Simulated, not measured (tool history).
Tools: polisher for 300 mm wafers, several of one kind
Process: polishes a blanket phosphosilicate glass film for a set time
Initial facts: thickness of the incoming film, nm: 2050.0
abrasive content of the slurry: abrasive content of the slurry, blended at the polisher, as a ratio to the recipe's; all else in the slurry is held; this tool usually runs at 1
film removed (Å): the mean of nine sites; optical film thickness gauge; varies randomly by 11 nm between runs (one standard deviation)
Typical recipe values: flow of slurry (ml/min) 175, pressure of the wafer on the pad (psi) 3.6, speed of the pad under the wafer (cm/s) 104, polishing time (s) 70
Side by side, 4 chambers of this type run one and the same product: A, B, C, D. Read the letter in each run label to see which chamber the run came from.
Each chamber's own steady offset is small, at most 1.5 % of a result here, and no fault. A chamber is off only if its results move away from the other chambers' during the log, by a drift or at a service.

run,hour,flow of slurry (ml/min),pressure of the wafer on the pad (psi),speed of the pad under the wafer (cm/s),abrasive content of the slurry,polishing time (s),wafers polished on this pad,hours since the slurry nozzle was cleaned,hours since the head pressure was calibrated,hours since the slurry blender was calibrated,hours since the conditioning disc was replaced,film removed (Å)
1D,4.7,175,3.6,104,1,70,449,416.1,663.1,166.8,82.6,8362.8
2C,8.6,175,3.6,104,1,70,831,115.5,35.8,190.8,87.0,8310.6
3B,12.7,175,3.6,104,1,70,345,428.6,160.6,133.5,53.8,8267.4
# hour 13.4: chamber B: slurry nozzle cleaned
# hour 16.9: chamber C: worn pad replaced by a new one
4A,18.5,175,3.6,104,1,70,505,434.5,572.3,63.2,186.6,8243.5
# hour 20.6: chamber B: slurry blender recalibrated
5B,23.7,175,3.6,104,1,70,412,10.4,171.6,3.1,64.8,8201.9
# hour 25.5: chamber D: conditioning disc replaced and pad reconditioned
6D,30.0,175,3.6,104,1,70,601,441.4,688.4,192.1,4.5,8423.1
7C,35.0,175,3.6,104,1,70,109,141.9,62.2,217.2,113.4,8265.9
# hour 39.2: chamber C: conditioning disc replaced and pad reconditioned
8A,40.1,175,3.6,104,1,70,635,456.1,593.9,84.8,208.2,8253.5
9D,45.6,175,3.6,104,1,70,695,457.0,704.0,207.7,20.1,8229.2
10B,52.2,175,3.6,104,1,70,583,38.9,200.1,31.6,93.3,8269.6
11C,57.3,175,2.8,82,1,70,243,164.2,84.5,239.5,18.1,5294.8
12A,62.4,175,2.8,82,1,70,770,478.4,616.2,107.1,230.5,5367.2
13B,65.9,175,2.8,82,1,70,666,52.6,213.8,45.3,107.0,5263.9
14C,70.6,175,2.8,82,1,70,323,177.5,97.8,252.8,31.4,5313.5
15A,75.4,175,3.6,104,1,70,848,491.4,629.2,120.1,243.5,8127.1
16D,81.9,175,3.6,104,1,70,914,493.3,740.3,244.0,56.4,8406.6
# hour 85.5: chamber C: slurry blender recalibrated
17D,89.4,175,3.6,104,1,70,959,500.8,747.8,251.5,63.9,8287.4
18A,95.9,175,4.5,104,1,70,971,511.9,649.7,140.6,264.0,10430.0
# hour 99.0: chamber D: worn pad replaced by a new one
19B,99.7,175,4.5,104,1,70,869,86.4,247.6,79.1,140.8,10533.0
20C,103.5,175,4.5,104,1,70,521,210.4,130.7,18.1,64.3,10674.0
21B,111.4,175,4.5,104,1,70,940,98.1,259.3,90.8,152.5,10282.0
# hour 112.0: chamber A: worn pad replaced by a new one
22A,116.5,175,3.6,104,1,70,27,532.5,670.3,161.2,284.6,8317.6
# hour 120.0: chamber A: conditioning disc replaced and pad reconditioned
23D,124.5,175,3.6,104,1,70,153,535.9,782.9,286.6,99.0,8171.3
24C,131.3,175,3.6,104,1,92,689,238.2,158.5,45.9,92.1,11027.0
25D,136.2,175,3.6,104,1,92,224,547.6,794.6,298.3,110.7,10850.0
26C,141.0,175,3.6,104,1,92,747,247.9,168.2,55.6,101.8,10998.0
# hour 142.7: chamber D: conditioning disc replaced and pad reconditioned
27B,144.8,175,3.6,104,1,92,1141,131.5,292.7,124.2,185.9,11134.0
# hour 147.2: chamber C: worn pad replaced by a new one
# hour 147.4: chamber D: slurry nozzle cleaned
# hour 148.9: chamber B: worn pad replaced by a new one
28A,150.3,175,3.6,104,1,70,230,566.3,704.1,195.0,30.3,8344.8
29B,154.6,215,3.6,92,1,70,34,141.3,302.5,134.0,195.7,7768.3
# hour 157.3: chamber C: conditioning disc replaced and pad reconditioned
30D,159.5,215,3.6,92,1,70,364,12.1,817.9,321.6,16.8,7731.2
# hour 163.2: chamber B: slurry blender recalibrated
31A,166.6,215,3.6,92,1,70,328,582.6,720.4,211.3,46.6,7597.6
32C,174.5,215,3.6,92,1,70,164,281.4,201.7,89.1,17.3,7668.5
33B,182.4,175,3.6,104,1,70,202,169.1,330.3,19.3,223.5,8374.1

Decide between three cases: one chamber stands off from its peers, the gauge reading all wafers drifts, or nothing is wrong past each chamber's small offset. Where a chamber is off, say which and what most likely put it there.

The fleet is healthy, with each chamber sitting at its usual small offset and no drift in the gauge.
